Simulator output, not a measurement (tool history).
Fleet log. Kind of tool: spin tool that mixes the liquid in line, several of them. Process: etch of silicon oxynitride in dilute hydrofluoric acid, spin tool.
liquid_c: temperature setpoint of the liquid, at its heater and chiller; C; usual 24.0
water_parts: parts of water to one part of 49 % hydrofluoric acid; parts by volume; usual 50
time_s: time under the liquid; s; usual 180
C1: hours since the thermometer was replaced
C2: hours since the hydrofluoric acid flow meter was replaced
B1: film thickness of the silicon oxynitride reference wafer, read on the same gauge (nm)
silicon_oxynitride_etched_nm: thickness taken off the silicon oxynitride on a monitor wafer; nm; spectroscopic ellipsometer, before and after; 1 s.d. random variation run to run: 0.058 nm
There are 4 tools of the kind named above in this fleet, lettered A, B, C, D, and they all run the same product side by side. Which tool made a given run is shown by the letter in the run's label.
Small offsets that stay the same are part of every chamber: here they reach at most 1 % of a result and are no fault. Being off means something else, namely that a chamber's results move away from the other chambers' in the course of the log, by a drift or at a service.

{"run": "1D", "hour": 7.1, "liquid_c": 24.0, "water_parts": 50, "time_s": 180, "C1": 262.4, "C2": 177.4, "B1": 109.99, "silicon_oxynitride_etched_nm": 7.9979}
{"run": "2A", "hour": 11.2, "liquid_c": 24.0, "water_parts": 50, "time_s": 180, "C1": 510.0, "C2": 830.0, "B1": 110.02, "silicon_oxynitride_etched_nm": 7.8293}
{"run": "3B", "hour": 16.0, "liquid_c": 24.0, "water_parts": 50, "time_s": 180, "C1": 483.7, "C2": 744.0, "B1": 109.99, "silicon_oxynitride_etched_nm": 7.8968}
{"run": "4C", "hour": 22.6, "liquid_c": 24.0, "water_parts": 50, "time_s": 180, "C1": 2075.5, "C2": 751.3, "B1": 109.99, "silicon_oxynitride_etched_nm": 8.079}
{"run": "5A", "hour": 28.1, "liquid_c": 22.0, "water_parts": 50, "time_s": 260, "C1": 526.9, "C2": 846.9, "B1": 110.01, "silicon_oxynitride_etched_nm": 10.233}
{"run": "6D", "hour": 32.0, "liquid_c": 22.0, "water_parts": 50, "time_s": 260, "C1": 287.3, "C2": 202.3, "B1": 109.98, "silicon_oxynitride_etched_nm": 10.29}
{"run": "7C", "hour": 35.7, "liquid_c": 22.0, "water_parts": 50, "time_s": 260, "C1": 2088.6, "C2": 764.4, "B1": 110.02, "silicon_oxynitride_etched_nm": 10.393}
{"run": "8B", "hour": 40.9, "liquid_c": 22.0, "water_parts": 50, "time_s": 260, "C1": 508.6, "C2": 768.9, "B1": 109.98, "silicon_oxynitride_etched_nm": 10.382}
{"run": "9C", "hour": 44.9, "liquid_c": 24.0, "water_parts": 50, "time_s": 180, "C1": 2097.8, "C2": 773.6, "B1": 110.03, "silicon_oxynitride_etched_nm": 7.9292}
{"run": "10A", "hour": 49.1, "liquid_c": 24.0, "water_parts": 50, "time_s": 180, "C1": 547.9, "C2": 867.9, "B1": 109.97, "silicon_oxynitride_etched_nm": 7.8349}
{"run": "11D", "hour": 56.2, "liquid_c": 24.0, "water_parts": 50, "time_s": 180, "C1": 311.5, "C2": 226.5, "B1": 109.98, "silicon_oxynitride_etched_nm": 7.9255}
{"run": "12B", "hour": 61.6, "liquid_c": 24.0, "water_parts": 50, "time_s": 180, "C1": 529.3, "C2": 789.6, "B1": 109.99, "silicon_oxynitride_etched_nm": 7.977}
{"run": "13D", "hour": 68.1, "liquid_c": 19.5, "water_parts": 60, "time_s": 180, "C1": 323.4, "C2": 238.4, "B1": 110.03, "silicon_oxynitride_etched_nm": 5.3221}
{"run": "14B", "hour": 75.0, "liquid_c": 19.5, "water_parts": 60, "time_s": 180, "C1": 542.7, "C2": 803.0, "B1": 109.99, "silicon_oxynitride_etched_nm": 5.1867}
{"run": "15C", "hour": 81.4, "liquid_c": 19.5, "water_parts": 60, "time_s": 180, "C1": 2134.3, "C2": 810.1, "B1": 110.0, "silicon_oxynitride_etched_nm": 5.4512}
{"run": "16A", "hour": 86.7, "liquid_c": 19.5, "water_parts": 60, "time_s": 180, "C1": 585.5, "C2": 905.5, "B1": 109.98, "silicon_oxynitride_etched_nm": 5.2006}
{"run": "17B", "hour": 94.0, "liquid_c": 24.0, "water_parts": 50, "time_s": 180, "C1": 561.7, "C2": 822.0, "B1": 110.02, "silicon_oxynitride_etched_nm": 7.8344}
{"run": "18C", "hour": 101.5, "liquid_c": 24.0, "water_parts": 50, "time_s": 180, "C1": 2154.4, "C2": 830.2, "B1": 110.02, "silicon_oxynitride_etched_nm": 8.3839}
{"run": "19A", "hour": 106.8, "liquid_c": 24.0, "water_parts": 50, "time_s": 180, "C1": 605.6, "C2": 925.6, "B1": 110.01, "silicon_oxynitride_etched_nm": 7.8431}
{"run": "20D", "hour": 110.1, "liquid_c": 24.0, "water_parts": 50, "time_s": 180, "C1": 365.4, "C2": 280.4, "B1": 109.99, "silicon_oxynitride_etched_nm": 7.9203}
{"run": "21A", "hour": 115.2, "liquid_c": 24.0, "water_parts": 50, "time_s": 180, "C1": 614.0, "C2": 934.0, "B1": 110.0, "silicon_oxynitride_etched_nm": 7.9003}
{"run": "22D", "hour": 120.6, "liquid_c": 24.0, "water_parts": 50, "time_s": 180, "C1": 375.9, "C2": 290.9, "B1": 109.97, "silicon_oxynitride_etched_nm": 8.0057}
{"run": "23B", "hour": 123.9, "liquid_c": 24.0, "water_parts": 50, "time_s": 180, "C1": 591.6, "C2": 851.9, "B1": 110.0, "silicon_oxynitride_etched_nm": 7.8621}
{"run": "24C", "hour": 128.2, "liquid_c": 24.0, "water_parts": 50, "time_s": 180, "C1": 2181.1, "C2": 856.9, "B1": 109.98, "silicon_oxynitride_etched_nm": 8.4254}
{"run": "25B", "hour": 131.8, "liquid_c": 24.0, "water_parts": 50, "time_s": 180, "C1": 599.5, "C2": 859.8, "B1": 109.99, "silicon_oxynitride_etched_nm": 7.9686}
{"run": "26A", "hour": 137.7, "liquid_c": 24.0, "water_parts": 50, "time_s": 180, "C1": 636.5, "C2": 956.5, "B1": 110.04, "silicon_oxynitride_etched_nm": 7.9252}
{"run": "27D", "hour": 142.7, "liquid_c": 24.0, "water_parts": 50, "time_s": 180, "C1": 398.0, "C2": 313.0, "B1": 109.97, "silicon_oxynitride_etched_nm": 7.9958}
{"run": "28C", "hour": 148.2, "liquid_c": 24.0, "water_parts": 50, "time_s": 180, "C1": 2201.1, "C2": 876.9, "B1": 110.02, "silicon_oxynitride_etched_nm": 8.4261}
{"run": "29B", "hour": 155.1, "liquid_c": 24.0, "water_parts": 50, "time_s": 180, "C1": 622.8, "C2": 883.1, "B1": 109.97, "silicon_oxynitride_etched_nm": 7.9217}
{"run": "30C", "hour": 159.8, "liquid_c": 24.0, "water_parts": 50, "time_s": 180, "C1": 2212.7, "C2": 888.5, "B1": 110.02, "silicon_oxynitride_etched_nm": 8.5102}
{"run": "31A", "hour": 166.4, "liquid_c": 24.0, "water_parts": 50, "time_s": 180, "C1": 665.2, "C2": 985.2, "B1": 110.02, "silicon_oxynitride_etched_nm": 7.8791}
{"run": "32D", "hour": 172.1, "liquid_c": 24.0, "water_parts": 50, "time_s": 180, "C1": 427.4, "C2": 342.4, "B1": 109.97, "silicon_oxynitride_etched_nm": 7.893}
{"run": "33A", "hour": 178.6, "liquid_c": 24.0, "water_parts": 50, "time_s": 180, "C1": 677.4, "C2": 997.4, "B1": 109.97, "silicon_oxynitride_etched_nm": 7.8712}
{"run": "34C", "hour": 185.5, "liquid_c": 24.0, "water_parts": 50, "time_s": 180, "C1": 2238.4, "C2": 914.2, "B1": 110.0, "silicon_oxynitride_etched_nm": 8.6167}
{"run": "35B", "hour": 189.0, "liquid_c": 24.0, "water_parts": 50, "time_s": 180, "C1": 656.7, "C2": 917.0, "B1": 110.01, "silicon_oxynitride_etched_nm": 7.8238}
{"run": "36D", "hour": 193.5, "liquid_c": 24.0, "water_parts": 60, "time_s": 180, "C1": 448.8, "C2": 363.8, "B1": 110.01, "silicon_oxynitride_etched_nm": 6.4618}
{"run": "37A", "hour": 201.0, "liquid_c": 24.0, "water_parts": 60, "time_s": 180, "C1": 699.8, "C2": 1019.8, "B1": 109.97, "silicon_oxynitride_etched_nm": 6.5172}
{"run": "38C", "hour": 207.2, "liquid_c": 24.0, "water_parts": 60, "time_s": 180, "C1": 2260.1, "C2": 935.9, "B1": 109.98, "silicon_oxynitride_etched_nm": 7.2287}
{"run": "39D", "hour": 213.8, "liquid_c": 24.0, "water_parts": 60, "time_s": 180, "C1": 469.1, "C2": 384.1, "B1": 109.97, "silicon_oxynitride_etched_nm": 6.6532}
{"run": "40B", "hour": 221.2, "liquid_c": 27.5, "water_parts": 50, "time_s": 180, "C1": 688.9, "C2": 949.2, "B1": 109.99, "silicon_oxynitride_etched_nm": 9.3316}
{"run": "41A", "hour": 226.5, "liquid_c": 27.5, "water_parts": 50, "time_s": 180, "C1": 725.3, "C2": 1045.3, "B1": 109.99, "silicon_oxynitride_etched_nm": 9.3573}

Which is it: a chamber that has drifted or been left off by a service, a gauge drift common to all chambers, or only each chamber's usual small offset? If a chamber is off, name it and its likeliest cause.

Chamber C drifts away from the others.
Cause: hydrofluoric acid flow above the setpoint (%) = 8.97.
The log may not separate it from: liquid hotter than its thermometer reads (K).

Here are 4 candidates for chamber C's next run, each the usual settings with a change, their results left as question marks. Which one brings its results back in line with what the others give on the usual settings?
To be in line, a result may differ from the other chambers' mean on the usual settings by at most: silicon_oxynitride_etched_nm 0.2000 nm
{"run": "42C-1", "hour": 231.9, "liquid_c": 20.5, "water_parts": 50, "time_s": 180, "silicon_oxynitride_etched_nm": "?"}
{"run": "42C-2", "hour": 231.9, "liquid_c": 26.0, "water_parts": 50, "time_s": 180, "silicon_oxynitride_etched_nm": "?"}
{"run": "42C-3", "hour": 231.9, "liquid_c": 23.5, "water_parts": 50, "time_s": 165, "silicon_oxynitride_etched_nm": "?"}
{"run": "42C-4", "hour": 231.9, "liquid_c": 24.0, "water_parts": 50, "time_s": 215, "silicon_oxynitride_etched_nm": "?"}

What the other chambers average on the usual settings: silicon_oxynitride_etched_nm 7.9157 nm
run=42C-1 silicon_oxynitride_etched_nm=7.4016
run=42C-2 silicon_oxynitride_etched_nm=9.6614
run=42C-3 silicon_oxynitride_etched_nm=7.8544
run=42C-4 silicon_oxynitride_etched_nm=10.4880
With 42C-3, the chamber falls back in line with the rest.
